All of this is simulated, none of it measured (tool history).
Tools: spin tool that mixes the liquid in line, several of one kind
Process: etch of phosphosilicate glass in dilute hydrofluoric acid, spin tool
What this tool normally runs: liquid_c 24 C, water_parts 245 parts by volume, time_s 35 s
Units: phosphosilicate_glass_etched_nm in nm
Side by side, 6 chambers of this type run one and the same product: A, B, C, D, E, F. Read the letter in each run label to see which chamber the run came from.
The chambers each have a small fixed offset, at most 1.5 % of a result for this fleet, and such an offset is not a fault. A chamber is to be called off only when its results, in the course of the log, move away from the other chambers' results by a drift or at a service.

| run | hour | liquid_c | water_parts | time_s | hours since the thermometer was replaced | hours since the hydrofluoric acid flow meter was replaced | read-back film thickness of the phosphosilicate glass reference wafer, read on the same gauge (nm) | phosphosilicate_glass_etched_nm |
|---|---|---|---|---|---|---|---|---|
| 1C | 5.6 | 24 | 245 | 35 | 1937.8 | 483.5 | 129.99 | 9.278 |
| 2A | 11.8 | 24 | 245 | 35 | 1050.4 | 443.5 | 130.03 | 9.1899 |
| 3D | 16.9 | 24 | 245 | 35 | 774.2 | 1258.9 | 129.99 | 9.0915 |
| 4B | 20 | 24 | 245 | 35 | 736.5 | 736.5 | 130 | 9.2252 |
| 5E | 25.3 | 24 | 245 | 35 | 484.9 | 477.3 | 130 | 9.1374 |
| 6F | 31 | 24 | 245 | 35 | 128.9 | 1421 | 130.01 | 9.3448 |
| 7D | 36.8 | 28 | 245 | 35 | 794.1 | 1278.8 | 129.97 | 10.491 |
| 8C | 42 | 28 | 245 | 35 | 1974.2 | 519.9 | 130 | 10.633 |
| 9E | 45.1 | 28 | 245 | 35 | 504.7 | 497.1 | 129.96 | 10.642 |
| 10F | 50 | 28 | 245 | 35 | 147.9 | 1440 | 130.02 | 10.768 |
| 11B | 55.6 | 28 | 245 | 35 | 772.1 | 772.1 | 130.04 | 10.855 |
| 12A | 61.8 | 28 | 245 | 35 | 1100.4 | 493.5 | 129.98 | 10.688 |
| 13A | 65.5 | 24 | 245 | 35 | 1104.1 | 497.2 | 129.99 | 9.211 |
| 14C | 68.9 | 24 | 245 | 35 | 2001.1 | 546.8 | 130 | 9.2716 |
| 15D | 75 | 24 | 245 | 35 | 832.3 | 1317 | 130.01 | 9.142 |
| 16F | 80.9 | 24 | 245 | 35 | 178.8 | 1470.9 | 130 | 9.3772 |
| 17E | 85.6 | 24 | 245 | 35 | 545.2 | 537.6 | 129.96 | 9.1558 |
| 18B | 89.3 | 24 | 245 | 35 | 805.8 | 805.8 | 130.02 | 9.5235 |
| 19F | 92.6 | 24 | 245 | 35 | 190.5 | 1482.6 | 130.01 | 9.3711 |
| 20D | 96.3 | 24 | 245 | 35 | 853.6 | 1338.3 | 130.03 | 9.2186 |
| 21B | 99.1 | 24 | 245 | 35 | 815.6 | 815.6 | 129.99 | 9.5988 |
| 22E | 103.9 | 24 | 245 | 35 | 563.5 | 555.9 | 130.01 | 9.1338 |
| 23A | 107.3 | 24 | 300 | 25 | 1145.9 | 539 | 130.03 | 5.085 |
| 24C | 112.6 | 24 | 300 | 25 | 2044.8 | 590.5 | 130.01 | 5.1148 |
| 25F | 118.8 | 24 | 300 | 25 | 216.7 | 1508.8 | 129.99 | 5.2065 |
| 26D | 125.1 | 24 | 300 | 25 | 882.4 | 1367.1 | 129.99 | 5.1171 |
| 27C | 129.4 | 24 | 300 | 25 | 2061.6 | 607.3 | 129.99 | 5.1752 |
| 28B | 134.6 | 24 | 300 | 25 | 851.1 | 851.1 | 130.03 | 5.4487 |
| 29E | 138.3 | 28.5 | 245 | 25 | 597.9 | 590.3 | 129.99 | 7.782 |
| 30A | 142.1 | 28.5 | 245 | 25 | 1180.7 | 573.8 | 130.01 | 7.7108 |
| 31A | 148 | 28.5 | 245 | 25 | 1186.6 | 579.7 | 129.98 | 7.8409 |
| 32E | 152.7 | 28.5 | 245 | 25 | 612.3 | 604.7 | 130.01 | 7.7774 |
| 33B | 157.8 | 28.5 | 245 | 25 | 874.3 | 874.3 | 129.98 | 8.3171 |
| 34F | 160.6 | 28.5 | 245 | 25 | 258.5 | 1550.6 | 129.98 | 7.8023 |
| 35D | 166.6 | 20.5 | 245 | 50 | 923.9 | 1408.6 | 129.99 | 11.536 |
| 36C | 171.3 | 20.5 | 245 | 50 | 2103.5 | 649.2 | 129.98 | 11.629 |

Which is it: a chamber that has drifted or been left off by a service, a gauge drift common to all chambers, or only each chamber's usual small offset? If a chamber is off, name it and its likeliest cause.

Chamber B drifts away from the others.
What lies behind it: hydrofluoric acid flow above the setpoint (%) = 6.67.
It could be hard to tell apart here from: liquid hotter than its thermometer reads (K).

Here are 4 candidates for chamber B's next run, each the usual settings with a change, their results left as question marks. Which one brings its results back in line with what the others give on the usual settings?
Counts as in line when no further than this from what the other chambers average on the usual settings: phosphosilicate_glass_etched_nm 0.21 nm
| 37B-1 | 175.9 | 24 | 230 | 35 |  |  |  | ? |
| 37B-2 | 175.9 | 24 | 250 | 35 |  |  |  | ? |
| 37B-3 | 175.9 | 24 | 260 | 35 |  |  |  | ? |
| 37B-4 | 175.9 | 24 | 240 | 35 |  |  |  | ? |

What the other chambers average on the usual settings: phosphosilicate_glass_etched_nm 9.2451 nm
| run | phosphosilicate_glass_etched_nm |
|---|---|
| 37B-1 | 10.763 |
| 37B-2 | 9.7138 |
| 37B-3 | 9.252 |
| 37B-4 | 10.216 |
It is 37B-3 that realigns the chamber with its peers.

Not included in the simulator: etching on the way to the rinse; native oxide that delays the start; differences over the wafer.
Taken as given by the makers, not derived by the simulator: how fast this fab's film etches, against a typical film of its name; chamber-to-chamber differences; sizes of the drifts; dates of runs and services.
